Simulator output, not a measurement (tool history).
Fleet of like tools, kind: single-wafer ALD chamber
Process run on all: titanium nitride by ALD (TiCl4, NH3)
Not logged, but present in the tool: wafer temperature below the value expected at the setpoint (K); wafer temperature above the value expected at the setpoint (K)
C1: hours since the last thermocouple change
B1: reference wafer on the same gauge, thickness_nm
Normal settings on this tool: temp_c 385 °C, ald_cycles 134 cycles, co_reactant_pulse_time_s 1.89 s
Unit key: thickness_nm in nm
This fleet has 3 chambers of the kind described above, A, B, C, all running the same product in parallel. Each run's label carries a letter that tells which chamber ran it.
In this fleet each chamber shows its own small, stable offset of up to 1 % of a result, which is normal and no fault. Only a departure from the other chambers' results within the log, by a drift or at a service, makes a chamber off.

{"run": "1C", "hour": 11.0, "temp_c": 385, "ald_cycles": 134, "co_reactant_pulse_time_s": 1.89, "C1": 284.0, "B1": 2.8797, "thickness_nm": 2.9075}
{"run": "2B", "hour": 21.5, "temp_c": 385, "ald_cycles": 134, "co_reactant_pulse_time_s": 1.89, "C1": 666.4, "B1": 2.879, "thickness_nm": 2.8779}
{"run": "3A", "hour": 28.8, "temp_c": 385, "ald_cycles": 134, "co_reactant_pulse_time_s": 1.89, "C1": 348.6, "B1": 2.8804, "thickness_nm": 2.9006}
{"run": "4C", "hour": 40.5, "temp_c": 385, "ald_cycles": 134, "co_reactant_pulse_time_s": 1.89, "C1": 313.5, "B1": 2.8784, "thickness_nm": 2.9024}
{"run": "5B", "hour": 49.6, "temp_c": 385, "ald_cycles": 134, "co_reactant_pulse_time_s": 1.89, "C1": 694.5, "B1": 2.8778, "thickness_nm": 2.8781}
{"run": "6A", "hour": 56.3, "temp_c": 385, "ald_cycles": 157, "co_reactant_pulse_time_s": 1.18, "C1": 376.1, "B1": 2.8769, "thickness_nm": 3.315}
{"run": "7A", "hour": 66.2, "temp_c": 385, "ald_cycles": 157, "co_reactant_pulse_time_s": 1.18, "C1": 386.0, "B1": 2.8789, "thickness_nm": 3.3177}
{"run": "8C", "hour": 73.6, "temp_c": 385, "ald_cycles": 157, "co_reactant_pulse_time_s": 1.18, "C1": 346.6, "B1": 2.8778, "thickness_nm": 3.302}
{"run": "9B", "hour": 81.3, "temp_c": 385, "ald_cycles": 134, "co_reactant_pulse_time_s": 1.89, "C1": 726.2, "B1": 2.879, "thickness_nm": 2.8859}
{"run": "10B", "hour": 87.3, "temp_c": 385, "ald_cycles": 134, "co_reactant_pulse_time_s": 1.89, "C1": 732.2, "B1": 2.8777, "thickness_nm": 2.8947}
{"run": "11C", "hour": 98.1, "temp_c": 385, "ald_cycles": 134, "co_reactant_pulse_time_s": 1.89, "C1": 371.1, "B1": 2.8771, "thickness_nm": 2.8959}
{"run": "12A", "hour": 103.5, "temp_c": 385, "ald_cycles": 134, "co_reactant_pulse_time_s": 1.89, "C1": 423.3, "B1": 2.8787, "thickness_nm": 2.9205}
{"run": "13B", "hour": 113.9, "temp_c": 385, "ald_cycles": 134, "co_reactant_pulse_time_s": 1.89, "C1": 758.8, "B1": 2.8775, "thickness_nm": 2.8841}
{"run": "14A", "hour": 121.2, "temp_c": 385, "ald_cycles": 134, "co_reactant_pulse_time_s": 1.89, "C1": 441.0, "B1": 2.8807, "thickness_nm": 2.9064}
{"run": "15C", "hour": 126.6, "temp_c": 385, "ald_cycles": 134, "co_reactant_pulse_time_s": 1.89, "C1": 399.6, "B1": 2.8773, "thickness_nm": 2.8979}
{"run": "16C", "hour": 137.5, "temp_c": 385, "ald_cycles": 134, "co_reactant_pulse_time_s": 1.89, "C1": 410.5, "B1": 2.8816, "thickness_nm": 2.8963}
{"run": "17B", "hour": 145.0, "temp_c": 385, "ald_cycles": 134, "co_reactant_pulse_time_s": 1.89, "C1": 789.9, "B1": 2.8788, "thickness_nm": 2.8968}
{"run": "18A", "hour": 155.4, "temp_c": 385, "ald_cycles": 134, "co_reactant_pulse_time_s": 1.89, "C1": 475.2, "B1": 2.8788, "thickness_nm": 2.9245}
{"run": "19A", "hour": 164.6, "temp_c": 385, "ald_cycles": 134, "co_reactant_pulse_time_s": 1.89, "C1": 484.4, "B1": 2.8774, "thickness_nm": 2.913}
{"run": "20C", "hour": 172.6, "temp_c": 385, "ald_cycles": 134, "co_reactant_pulse_time_s": 1.89, "C1": 445.6, "B1": 2.8815, "thickness_nm": 2.8897}
{"run": "21B", "hour": 184.3, "temp_c": 385, "ald_cycles": 134, "co_reactant_pulse_time_s": 1.89, "C1": 829.2, "B1": 2.8806, "thickness_nm": 2.8863}
{"run": "22A", "hour": 192.9, "temp_c": 385, "ald_cycles": 134, "co_reactant_pulse_time_s": 1.89, "C1": 512.7, "B1": 2.8792, "thickness_nm": 2.9172}
{"run": "23C", "hour": 202.9, "temp_c": 385, "ald_cycles": 134, "co_reactant_pulse_time_s": 1.89, "C1": 475.9, "B1": 2.8811, "thickness_nm": 2.9174}
{"run": "24B", "hour": 213.0, "temp_c": 385, "ald_cycles": 134, "co_reactant_pulse_time_s": 1.89, "C1": 857.9, "B1": 2.8788, "thickness_nm": 2.8988}
{"run": "25C", "hour": 222.8, "temp_c": 385, "ald_cycles": 134, "co_reactant_pulse_time_s": 1.89, "C1": 495.8, "B1": 2.8792, "thickness_nm": 2.8869}
{"run": "26A", "hour": 234.1, "temp_c": 385, "ald_cycles": 110, "co_reactant_pulse_time_s": 2.19, "C1": 553.9, "B1": 2.8786, "thickness_nm": 2.4139}
{"run": "27B", "hour": 239.6, "temp_c": 385, "ald_cycles": 110, "co_reactant_pulse_time_s": 2.19, "C1": 884.5, "B1": 2.8806, "thickness_nm": 2.3967}
{"run": "28A", "hour": 250.0, "temp_c": 385, "ald_cycles": 110, "co_reactant_pulse_time_s": 2.19, "C1": 569.8, "B1": 2.8847, "thickness_nm": 2.414}
{"run": "29B", "hour": 256.7, "temp_c": 385, "ald_cycles": 134, "co_reactant_pulse_time_s": 1.89, "C1": 901.6, "B1": 2.8827, "thickness_nm": 2.8837}
{"run": "30C", "hour": 264.6, "temp_c": 385, "ald_cycles": 134, "co_reactant_pulse_time_s": 1.89, "C1": 537.6, "B1": 2.8818, "thickness_nm": 2.8849}
{"run": "31A", "hour": 269.8, "temp_c": 377, "ald_cycles": 134, "co_reactant_pulse_time_s": 1.89, "C1": 589.6, "B1": 2.8795, "thickness_nm": 2.8797}
{"run": "32C", "hour": 280.9, "temp_c": 377, "ald_cycles": 134, "co_reactant_pulse_time_s": 1.89, "C1": 553.9, "B1": 2.8788, "thickness_nm": 2.8724}
{"run": "33B", "hour": 286.5, "temp_c": 377, "ald_cycles": 134, "co_reactant_pulse_time_s": 1.89, "C1": 931.4, "B1": 2.8798, "thickness_nm": 2.8721}
{"run": "34A", "hour": 292.8, "temp_c": 385, "ald_cycles": 134, "co_reactant_pulse_time_s": 1.89, "C1": 612.6, "B1": 2.8818, "thickness_nm": 2.9129}
{"run": "35B", "hour": 299.4, "temp_c": 385, "ald_cycles": 134, "co_reactant_pulse_time_s": 1.89, "C1": 944.3, "B1": 2.8819, "thickness_nm": 2.8942}
{"run": "36C", "hour": 305.5, "temp_c": 385, "ald_cycles": 134, "co_reactant_pulse_time_s": 1.89, "C1": 578.5, "B1": 2.8781, "thickness_nm": 2.8984}
{"run": "37B", "hour": 316.2, "temp_c": 385, "ald_cycles": 134, "co_reactant_pulse_time_s": 1.89, "C1": 961.1, "B1": 2.8802, "thickness_nm": 2.8732}
{"run": "38C", "hour": 321.7, "temp_c": 385, "ald_cycles": 134, "co_reactant_pulse_time_s": 1.89, "C1": 594.7, "B1": 2.8781, "thickness_nm": 2.8926}
{"run": "39A", "hour": 331.1, "temp_c": 385, "ald_cycles": 134, "co_reactant_pulse_time_s": 1.89, "C1": 650.9, "B1": 2.8795, "thickness_nm": 2.9089}
{"run": "40C", "hour": 339.7, "temp_c": 385, "ald_cycles": 134, "co_reactant_pulse_time_s": 1.89, "C1": 612.7, "B1": 2.8832, "thickness_nm": 2.8916}
{"run": "41A", "hour": 350.0, "temp_c": 385, "ald_cycles": 134, "co_reactant_pulse_time_s": 1.89, "C1": 669.8, "B1": 2.8852, "thickness_nm": 2.9168}
{"run": "42B", "hour": 356.6, "temp_c": 385, "ald_cycles": 134, "co_reactant_pulse_time_s": 1.89, "C1": 1001.5, "B1": 2.8794, "thickness_nm": 2.9057}

Is one chamber out of step, is the gauge drifting, or do the chambers differ by no more than their own small offsets? For an off chamber, give its letter and the likeliest cause.

Beyond each chamber's small constant offset nothing stands out, and the gauge stays steady.

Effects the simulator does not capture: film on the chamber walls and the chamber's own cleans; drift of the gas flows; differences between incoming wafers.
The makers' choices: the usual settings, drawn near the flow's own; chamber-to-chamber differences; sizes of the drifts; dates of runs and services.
